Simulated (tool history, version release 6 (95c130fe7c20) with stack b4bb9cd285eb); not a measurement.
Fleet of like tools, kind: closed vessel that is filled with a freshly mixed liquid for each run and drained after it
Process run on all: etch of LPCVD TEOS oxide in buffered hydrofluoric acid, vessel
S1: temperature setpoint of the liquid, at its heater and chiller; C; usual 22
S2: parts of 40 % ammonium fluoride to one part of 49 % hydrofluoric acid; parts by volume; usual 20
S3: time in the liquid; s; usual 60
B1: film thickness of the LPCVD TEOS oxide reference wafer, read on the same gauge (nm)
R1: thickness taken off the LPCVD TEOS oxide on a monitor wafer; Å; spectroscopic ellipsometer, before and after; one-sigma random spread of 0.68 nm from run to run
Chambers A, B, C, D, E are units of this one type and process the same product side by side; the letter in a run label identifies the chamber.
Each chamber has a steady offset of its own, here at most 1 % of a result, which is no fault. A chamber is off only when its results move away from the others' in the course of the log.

run 1A hour=7.9 | S1=22 S2=20 S3=60 | B1=99.994 | R1=1042.2
run 2D hour=16.5 | S1=22 S2=20 S3=60 | B1=99.986 | R1=1047
run 3B hour=23.3 | S1=22 S2=20 S3=60 | B1=100 | R1=1041.8
run 4E hour=31.3 | S1=22 S2=20 S3=60 | B1=99.99 | R1=1060.5
run 5C hour=40.6 | S1=22 S2=20 S3=60 | B1=100 | R1=1052.7
run 6A hour=44.8 | S1=22 S2=20 S3=60 | B1=99.993 | R1=1037.8
-- hour=45.4 chamber D: thermometer replaced
run 7E hour=51.7 | S1=22 S2=20 S3=60 | B1=100.01 | R1=1052.7
run 8C hour=60.1 | S1=22 S2=20 S3=60 | B1=100 | R1=1057.2
run 9D hour=69.4 | S1=22 S2=20 S3=60 | B1=99.987 | R1=1051.8
run 10B hour=73.8 | S1=22 S2=17 S3=60 | B1=99.991 | R1=1226.5
run 11A hour=81.9 | S1=22 S2=17 S3=60 | B1=99.988 | R1=1234.5
-- hour=86.4 chamber E: thermometer replaced
run 12E hour=90.7 | S1=22 S2=17 S3=60 | B1=99.984 | R1=1235.7
run 13C hour=98.6 | S1=22 S2=17 S3=60 | B1=99.997 | R1=1248.5
run 14B hour=103.3 | S1=22 S2=17 S3=60 | B1=99.996 | R1=1224.6
run 15D hour=110.8 | S1=22 S2=20 S3=60 | B1=100.01 | R1=1045.5
run 16B hour=117.1 | S1=22 S2=20 S3=60 | B1=99.999 | R1=1040.3
run 17C hour=121.7 | S1=22 S2=20 S3=60 | B1=99.992 | R1=1075.4
run 18A hour=126.7 | S1=22 S2=20 S3=60 | B1=99.99 | R1=1051.6
run 19E hour=132.8 | S1=17.5 S2=20 S3=75 | B1=100 | R1=1033
run 20D hour=141.2 | S1=17.5 S2=20 S3=75 | B1=100.01 | R1=1003.2
run 21B hour=146.5 | S1=17.5 S2=20 S3=75 | B1=100.01 | R1=1009.5
run 22C hour=151.7 | S1=17.5 S2=20 S3=75 | B1=100 | R1=1037.5
run 23A hour=158 | S1=17.5 S2=20 S3=75 | B1=99.991 | R1=1015.5
run 24E hour=162.8 | S1=22 S2=20 S3=60 | B1=99.979 | R1=1063.2
run 25D hour=168.9 | S1=22 S2=20 S3=60 | B1=99.998 | R1=1047.9
-- hour=177.3 chamber A: thermometer replaced
run 26A hour=177.5 | S1=22 S2=20 S3=60 | B1=100.01 | R1=1034.4
run 27D hour=184.3 | S1=22 S2=20 S3=60 | B1=100 | R1=1045.6
run 28C hour=189.5 | S1=22 S2=20 S3=60 | B1=100.01 | R1=1089.4
run 29E hour=194.7 | S1=22 S2=20 S3=60 | B1=100 | R1=1061.2
run 30B hour=201.6 | S1=22 S2=20 S3=60 | B1=99.986 | R1=1050.8
run 31B hour=210.6 | S1=22 S2=20 S3=60 | B1=99.999 | R1=1044.3
run 32A hour=215.4 | S1=22 S2=20 S3=60 | B1=99.987 | R1=1040.9
run 33E hour=220.7 | S1=22 S2=20 S3=60 | B1=100.01 | R1=1050
run 34C hour=225.4 | S1=22 S2=20 S3=60 | B1=99.995 | R1=1113.2

Which is it: a chamber that has drifted or been left off by a service, a gauge drift common to all chambers, or only each chamber's usual small offset? If a chamber is off, name it and its likeliest cause.

It is chamber C that slowly wanders off from its peers.
Likeliest cause: hydrofluoric acid flow above the setpoint (%) = 5.44.
From this log alone, it may not be told apart from: liquid hotter than its thermometer reads (K).

Here are 4 candidates for chamber C's next run, each the usual settings with a change, their results left as question marks. Which one brings its results back in line with what the others give on the usual settings?
In line here means within this much of the mean the other chambers give on the usual settings: R1 24 Å
run 35C-1 hour=232.1 | S1=22 S2=19.5 S3=65 | R1=?
run 35C-2 hour=232.1 | S1=22 S2=22.5 S3=60 | R1=?
run 35C-3 hour=232.1 | S1=22.5 S2=19.5 S3=60 | R1=?
run 35C-4 hour=232.1 | S1=21.5 S2=20.5 S3=60 | R1=?

Mean of the other chambers on the usual settings: R1 1044.7 Å
run=35C-1 R1=1225.3
run=35C-2 R1=1000.9
run=35C-3 R1=1163.4
run=35C-4 R1=1046.4
Change 35C-4 lands the chamber within the allowed miss of the other chambers.

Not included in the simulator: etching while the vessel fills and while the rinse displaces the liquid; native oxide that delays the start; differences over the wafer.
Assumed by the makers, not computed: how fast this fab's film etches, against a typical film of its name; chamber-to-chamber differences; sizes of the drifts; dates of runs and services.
